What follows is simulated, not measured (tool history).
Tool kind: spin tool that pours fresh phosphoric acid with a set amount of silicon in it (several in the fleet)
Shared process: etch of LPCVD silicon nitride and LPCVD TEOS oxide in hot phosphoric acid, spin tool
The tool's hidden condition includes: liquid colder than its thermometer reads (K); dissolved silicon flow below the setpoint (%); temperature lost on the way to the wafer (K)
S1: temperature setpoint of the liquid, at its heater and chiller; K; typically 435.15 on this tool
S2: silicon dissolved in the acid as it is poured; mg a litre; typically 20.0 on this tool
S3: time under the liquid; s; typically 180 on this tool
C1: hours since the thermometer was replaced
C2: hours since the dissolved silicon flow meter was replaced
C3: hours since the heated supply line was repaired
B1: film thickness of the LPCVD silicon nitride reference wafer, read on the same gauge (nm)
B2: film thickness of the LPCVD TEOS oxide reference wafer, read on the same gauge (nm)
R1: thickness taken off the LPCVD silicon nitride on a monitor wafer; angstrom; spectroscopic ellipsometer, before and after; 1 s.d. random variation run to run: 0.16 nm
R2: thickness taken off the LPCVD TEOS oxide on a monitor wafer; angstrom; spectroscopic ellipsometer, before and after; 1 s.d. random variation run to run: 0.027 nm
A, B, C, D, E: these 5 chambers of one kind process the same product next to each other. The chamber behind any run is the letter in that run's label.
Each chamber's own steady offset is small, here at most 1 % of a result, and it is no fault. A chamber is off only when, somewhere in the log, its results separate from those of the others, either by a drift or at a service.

| run | hour | S1 | S2 | S3 | C1 | C2 | C3 | B1 | B2 | R1 | R2 |
|---|---|---|---|---|---|---|---|---|---|---|---|
| 1D | 10.4 | 435.15 | 20.0 | 180 | 2050.0 | 599.0 | 2633.7 | 129.99 | 49.993 | 163.17 | 5.7085 |
| 2C | 18.3 | 435.15 | 20.0 | 180 | 532.3 | 802.7 | 1593.7 | 129.99 | 50.009 | 165.92 | 5.4378 |
| 3B | 23.7 | 435.15 | 20.0 | 180 | 191.9 | 133.4 | 2008.8 | 129.99 | 50.022 | 168.17 | 5.8843 |
| 4A | 29.1 | 435.15 | 20.0 | 180 | 372.5 | 809.8 | 3270.9 | 130.04 | 50.019 | 162.83 | 5.6919 |
|  | 29.9 | chamber D: thermometer replaced |
| 5E | 36.0 | 435.15 | 20.0 | 180 | 772.6 | 204.6 | 451.7 | 129.96 | 49.995 | 167.81 | 5.8392 |
|  | 38.8 | chamber C: thermometer replaced |
| 6D | 43.8 | 435.15 | 20.0 | 180 | 14.0 | 632.4 | 2667.1 | 130.00 | 49.983 | 169.13 | 5.8391 |
| 7E | 49.3 | 433.15 | 31.5 | 180 | 785.9 | 217.9 | 465.0 | 129.97 | 49.989 | 157.31 | 3.2872 |
| 8B | 60.6 | 433.15 | 31.5 | 180 | 228.8 | 170.3 | 2045.7 | 130.00 | 50.015 | 157.23 | 3.0148 |
| 9A | 68.4 | 433.15 | 31.5 | 180 | 411.8 | 849.1 | 3310.2 | 130.00 | 50.000 | 156.00 | 3.2833 |
| 10C | 79.1 | 433.15 | 31.5 | 180 | 40.4 | 863.5 | 1654.5 | 130.00 | 50.023 | 153.54 | 3.2585 |
|  | 88.1 | chamber A: heated supply line repaired |
| 11A | 88.6 | 433.15 | 31.5 | 180 | 432.0 | 869.3 | 0.6 | 129.97 | 50.006 | 153.74 | 3.4142 |
| 12C | 97.7 | 435.15 | 20.0 | 180 | 59.0 | 882.1 | 1673.1 | 130.00 | 49.985 | 163.79 | 5.0220 |
| 13B | 107.0 | 435.15 | 20.0 | 180 | 275.2 | 216.7 | 2092.1 | 129.99 | 49.992 | 167.38 | 5.6531 |
| 14E | 118.1 | 435.15 | 20.0 | 180 | 854.7 | 286.7 | 533.8 | 129.99 | 49.999 | 166.42 | 5.7340 |
| 15D | 128.5 | 435.15 | 20.0 | 180 | 98.7 | 717.1 | 2751.8 | 129.99 | 49.996 | 169.48 | 5.9472 |
| 16D | 136.1 | 435.15 | 20.0 | 180 | 106.3 | 724.7 | 2759.4 | 129.99 | 50.003 | 164.93 | 6.3489 |
| 17A | 145.9 | 435.15 | 20.0 | 180 | 489.3 | 926.6 | 57.9 | 129.99 | 50.010 | 166.71 | 5.8295 |
| 18E | 154.8 | 435.15 | 20.0 | 180 | 891.4 | 323.4 | 570.5 | 130.00 | 49.974 | 169.75 | 5.7021 |
| 19C | 160.5 | 435.15 | 20.0 | 180 | 121.8 | 944.9 | 1735.9 | 130.01 | 50.001 | 157.74 | 5.3485 |
| 20B | 167.9 | 435.15 | 20.0 | 180 | 336.1 | 277.6 | 2153.0 | 129.99 | 49.998 | 168.63 | 6.0625 |
| 21D | 173.4 | 435.15 | 20.0 | 180 | 143.6 | 762.0 | 2796.7 | 130.00 | 50.013 | 166.50 | 5.3849 |
| 22E | 180.3 | 435.15 | 20.0 | 180 | 916.9 | 348.9 | 596.0 | 130.01 | 50.005 | 165.87 | 5.6360 |
| 23C | 186.6 | 435.15 | 20.0 | 180 | 147.9 | 971.0 | 1762.0 | 129.99 | 49.997 | 157.62 | 5.2974 |
| 24A | 195.2 | 435.15 | 20.0 | 180 | 538.6 | 975.9 | 107.2 | 130.00 | 50.018 | 166.68 | 5.8728 |
| 25B | 201.0 | 435.15 | 20.0 | 180 | 369.2 | 310.7 | 2186.1 | 130.00 | 49.996 | 167.90 | 5.8258 |
| 26C | 211.0 | 435.15 | 20.0 | 180 | 172.3 | 995.4 | 1786.4 | 129.96 | 50.002 | 152.37 | 5.3041 |
| 27E | 222.2 | 435.15 | 20.0 | 180 | 958.8 | 390.8 | 637.9 | 130.01 | 49.997 | 167.41 | 5.9670 |
| 28A | 227.4 | 435.15 | 20.0 | 180 | 570.8 | 1008.1 | 139.4 | 130.00 | 49.990 | 166.98 | 5.9104 |
| 29B | 237.0 | 435.15 | 20.0 | 180 | 405.2 | 346.7 | 2222.1 | 130.01 | 50.023 | 164.75 | 6.1254 |
| 30D | 246.6 | 435.15 | 20.0 | 180 | 216.8 | 835.2 | 2869.9 | 129.97 | 50.021 | 166.83 | 5.4836 |
| 31E | 255.6 | 432.65 | 20.0 | 225 | 992.2 | 424.2 | 671.3 | 129.97 | 49.997 | 190.19 | 6.0501 |
| 32A | 266.5 | 432.65 | 20.0 | 225 | 609.9 | 1047.2 | 178.5 | 130.01 | 50.017 | 189.79 | 6.4572 |
| 33B | 276.0 | 432.65 | 20.0 | 225 | 444.2 | 385.7 | 2261.1 | 130.03 | 50.004 | 192.23 | 5.7995 |
| 34C | 286.0 | 432.65 | 20.0 | 225 | 247.3 | 1070.4 | 1861.4 | 130.02 | 50.001 | 171.45 | 4.6526 |
| 35D | 292.7 | 432.65 | 20.0 | 225 | 262.9 | 881.3 | 2916.0 | 130.01 | 49.993 | 190.71 | 6.1149 |

Each of the 5 chambers runs these same settings next. Fill in every chamber's results:
| 36A | 300.8 | 435.15 | 20.0 | 180 |  |  |  |  |  | ? | ? |
| 36B | 300.8 | 435.15 | 20.0 | 180 |  |  |  |  |  | ? | ? |
| 36C | 300.8 | 435.15 | 20.0 | 180 |  |  |  |  |  | ? | ? |
| 36D | 300.8 | 435.15 | 20.0 | 180 |  |  |  |  |  | ? | ? |
| 36E | 300.8 | 435.15 | 20.0 | 180 |  |  |  |  |  | ? | ? |

| run | R1 | R2 |
|---|---|---|
| 36A | 165.83 | 5.9707 |
| 36B | 166.69 | 5.6048 |
| 36C | 145.65 | 4.5354 |
| 36D | 168.70 | 5.8161 |
| 36E | 166.26 | 5.9621 |
